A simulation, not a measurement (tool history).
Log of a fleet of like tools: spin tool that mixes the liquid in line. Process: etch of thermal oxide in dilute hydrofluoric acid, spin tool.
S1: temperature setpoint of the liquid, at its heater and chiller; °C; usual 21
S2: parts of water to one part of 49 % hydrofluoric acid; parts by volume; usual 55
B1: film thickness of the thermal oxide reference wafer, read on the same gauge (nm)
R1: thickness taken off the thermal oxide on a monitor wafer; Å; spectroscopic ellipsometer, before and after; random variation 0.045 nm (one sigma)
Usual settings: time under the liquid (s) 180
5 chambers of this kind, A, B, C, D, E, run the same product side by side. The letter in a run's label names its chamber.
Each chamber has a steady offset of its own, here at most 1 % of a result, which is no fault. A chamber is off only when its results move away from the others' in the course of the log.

run 1B hour=3.9 | S1=21 S2=55 time_under_the_liquid_(s)=180 | B1=140.00 | R1=145.71
run 2E hour=7.6 | S1=21 S2=55 time_under_the_liquid_(s)=180 | B1=139.99 | R1=147.50
run 3A hour=10.9 | S1=21 S2=55 time_under_the_liquid_(s)=180 | B1=140.02 | R1=146.87
run 4D hour=16.4 | S1=21 S2=55 time_under_the_liquid_(s)=180 | B1=139.99 | R1=146.69
run 5C hour=21.4 | S1=21 S2=55 time_under_the_liquid_(s)=180 | B1=140.02 | R1=146.83
run 6A hour=24.6 | S1=21 S2=55 time_under_the_liquid_(s)=180 | B1=140.02 | R1=147.20
-- hour=25.3 chamber B: hydrofluoric acid flow meter replaced
run 7D hour=29.2 | S1=21 S2=55 time_under_the_liquid_(s)=180 | B1=140.00 | R1=146.95
run 8E hour=32.0 | S1=21 S2=55 time_under_the_liquid_(s)=235 | B1=139.95 | R1=193.01
run 9C hour=36.2 | S1=21 S2=55 time_under_the_liquid_(s)=235 | B1=140.00 | R1=191.82
run 10B hour=39.3 | S1=21 S2=55 time_under_the_liquid_(s)=235 | B1=140.02 | R1=189.63
run 11A hour=44.3 | S1=21 S2=55 time_under_the_liquid_(s)=235 | B1=139.99 | R1=191.72
run 12E hour=50.3 | S1=21 S2=55 time_under_the_liquid_(s)=235 | B1=140.00 | R1=192.59
run 13C hour=56.2 | S1=21 S2=55 time_under_the_liquid_(s)=180 | B1=139.98 | R1=147.18
run 14D hour=61.6 | S1=21 S2=75 time_under_the_liquid_(s)=180 | B1=139.96 | R1=105.42
run 15B hour=67.4 | S1=21 S2=75 time_under_the_liquid_(s)=180 | B1=140.02 | R1=103.92
run 16B hour=70.4 | S1=21 S2=75 time_under_the_liquid_(s)=180 | B1=139.99 | R1=104.19
run 17D hour=75.1 | S1=21 S2=75 time_under_the_liquid_(s)=180 | B1=139.98 | R1=105.00
run 18A hour=81.1 | S1=21 S2=75 time_under_the_liquid_(s)=180 | B1=139.98 | R1=105.04
run 19C hour=86.4 | S1=21 S2=55 time_under_the_liquid_(s)=180 | B1=140.00 | R1=146.14
run 20E hour=89.7 | S1=21 S2=55 time_under_the_liquid_(s)=180 | B1=140.00 | R1=147.07
run 21E hour=95.8 | S1=21 S2=55 time_under_the_liquid_(s)=180 | B1=139.98 | R1=147.38
run 22A hour=101.4 | S1=21 S2=55 time_under_the_liquid_(s)=180 | B1=139.98 | R1=147.41
run 23C hour=107.6 | S1=21 S2=55 time_under_the_liquid_(s)=180 | B1=140.01 | R1=146.60
-- hour=109.4 chamber D: hydrofluoric acid flow meter replaced
run 24B hour=113.6 | S1=21 S2=55 time_under_the_liquid_(s)=180 | B1=140.00 | R1=144.57
run 25D hour=118.1 | S1=21 S2=55 time_under_the_liquid_(s)=180 | B1=140.03 | R1=145.36
run 26A hour=122.8 | S1=21 S2=55 time_under_the_liquid_(s)=180 | B1=140.01 | R1=146.71
run 27B hour=127.6 | S1=21 S2=55 time_under_the_liquid_(s)=180 | B1=140.01 | R1=146.53
run 28D hour=131.8 | S1=21 S2=55 time_under_the_liquid_(s)=180 | B1=140.00 | R1=146.88
run 29C hour=136.6 | S1=21 S2=55 time_under_the_liquid_(s)=180 | B1=140.00 | R1=146.62
run 30E hour=141.1 | S1=21 S2=70 time_under_the_liquid_(s)=180 | B1=139.97 | R1=114.38
run 31B hour=147.3 | S1=21 S2=70 time_under_the_liquid_(s)=180 | B1=139.96 | R1=112.04
run 32A hour=150.3 | S1=21 S2=70 time_under_the_liquid_(s)=180 | B1=139.97 | R1=113.03
run 33C hour=156.7 | S1=21 S2=70 time_under_the_liquid_(s)=180 | B1=140.02 | R1=112.62
run 34E hour=160.5 | S1=21 S2=70 time_under_the_liquid_(s)=180 | B1=140.01 | R1=114.98
run 35D hour=163.9 | S1=21 S2=55 time_under_the_liquid_(s)=180 | B1=139.96 | R1=145.03
-- hour=168.2 chamber A: thermometer replaced
run 36A hour=169.1 | S1=21 S2=55 time_under_the_liquid_(s)=180 | B1=140.01 | R1=147.69

What goes on in this fleet: one chamber off, a drifting gauge, or nothing beyond the chambers' own small offsets? Name the chamber and the cause, if any.

No chamber stands off beyond its own small offset, and the gauge holds steady.
